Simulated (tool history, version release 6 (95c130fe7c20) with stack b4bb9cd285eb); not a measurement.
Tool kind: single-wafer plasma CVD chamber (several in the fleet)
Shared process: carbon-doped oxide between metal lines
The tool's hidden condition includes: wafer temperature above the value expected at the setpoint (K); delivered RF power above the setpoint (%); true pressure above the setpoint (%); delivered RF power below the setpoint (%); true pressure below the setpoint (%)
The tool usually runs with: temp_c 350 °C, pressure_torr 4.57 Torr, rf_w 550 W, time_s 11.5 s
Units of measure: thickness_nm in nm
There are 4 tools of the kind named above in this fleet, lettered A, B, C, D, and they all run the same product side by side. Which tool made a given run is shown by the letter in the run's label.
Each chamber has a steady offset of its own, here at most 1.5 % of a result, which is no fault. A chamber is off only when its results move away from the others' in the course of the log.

run	hour	temp_c	pressure_torr	rf_w	time_s	hours since the last thermocouple change	hours since the last RF generator calibration	hours since the last manometer calibration	read-back reference wafer on the same gauge, thickness_nm	thickness_nm
1D	9.0	350	4.57	550	11.5	508.7	1409.3	811.8	52.703	62.749
2A	21.7	350	4.57	550	11.5	800.9	141.8	735.8	52.671	62.620
3B	34.8	350	4.57	550	11.5	490.7	667.9	958.8	52.668	61.677
4C	43.7	350	4.57	550	11.5	77.2	1071.6	337.8	52.671	62.508
5D	51.2	350	4.57	550	11.5	550.9	1451.5	854.0	52.666	62.712
6A	61.9	350	4.57	550	11.5	841.1	182.0	776.0	52.654	62.503
7C	70.9	350	4.57	550	11.5	104.4	1098.8	365.0	52.652	62.441
8B	81.5	350	4.57	550	11.5	537.4	714.6	1005.5	52.655	61.666
9D	93.5	350	4.57	550	11.5	593.2	1493.8	896.3	52.635	62.663
# hour 105.7: chamber C: RF generator calibrated
10A	106.8	350	4.57	605	11.5	886.0	226.9	820.9	52.629	66.136
11C	113.7	350	4.57	605	11.5	147.2	8.1	407.8	52.629	66.294
12B	123.7	350	4.57	605	11.5	579.6	756.8	1047.7	52.622	65.249
13C	136.3	350	4.57	605	11.5	169.8	30.7	430.4	52.612	66.199
14A	143.2	350	5.59	550	11.5	922.4	263.3	857.3	52.609	64.204
15D	153.9	350	5.59	550	11.5	653.6	1554.2	956.7	52.597	64.408
16B	165.3	350	5.59	550	11.5	621.2	798.4	1089.3	52.595	63.370
17D	178.4	350	5.59	550	11.5	678.1	1578.7	981.2	52.582	64.299
18A	184.7	350	4.57	550	11.5	963.9	304.8	898.8	52.597	62.354
19B	193.2	350	4.57	550	11.5	649.1	826.3	1117.2	52.575	61.616
20C	206.3	350	4.57	550	11.5	239.8	100.7	500.4	52.560	62.458
21B	213.6	350	4.57	550	11.5	669.5	846.7	1137.6	52.552	61.539
# hour 213.7: chamber D: RF generator calibrated
22D	221.7	350	4.57	550	11.5	721.4	8.0	1024.5	52.554	62.492
23A	229.0	350	4.57	550	11.5	1008.2	349.1	943.1	52.552	62.365
24C	237.0	350	4.57	550	11.5	270.5	131.4	531.1	52.555	62.433
# hour 240.5: chamber B: RF generator calibrated
# hour 243.2: chamber A: capacitance manometer re-zeroed and calibrated
25C	243.2	350	4.57	550	11.5	276.7	137.6	537.3	52.539	62.387
26B	251.0	350	4.57	550	11.5	706.9	10.6	1175.0	52.531	61.627
# hour 254.5: chamber B: capacitance manometer re-zeroed and calibrated
27D	259.0	350	4.57	550	11.5	758.7	45.3	1061.8	52.534	62.550
28A	269.5	350	4.57	550	11.5	1048.7	389.6	26.4	52.532	62.277
29A	281.4	350	4.57	550	11.5	1060.6	401.5	38.3	52.522	62.318
30C	289.0	350	4.00	550	11.5	322.5	183.4	583.1	52.517	61.294
31B	301.4	350	4.00	550	11.5	757.3	61.0	47.0	52.510	60.354
32D	312.1	350	4.00	550	11.5	811.8	98.4	1114.9	52.508	61.439
33C	321.2	350	4.00	550	11.5	354.7	215.6	615.3	52.486	61.168
34D	333.9	350	4.57	550	11.5	833.6	120.2	1136.7	52.475	62.521

Decide between three cases: one chamber stands off from its peers, the gauge reading all wafers drifts, or nothing is wrong past each chamber's small offset. Where a chamber is off, say which and what most likely put it there.

Gauge drift. The chambers move together only on paper, and none stands off.
Cause: gauge reads low (%) = 0.424.
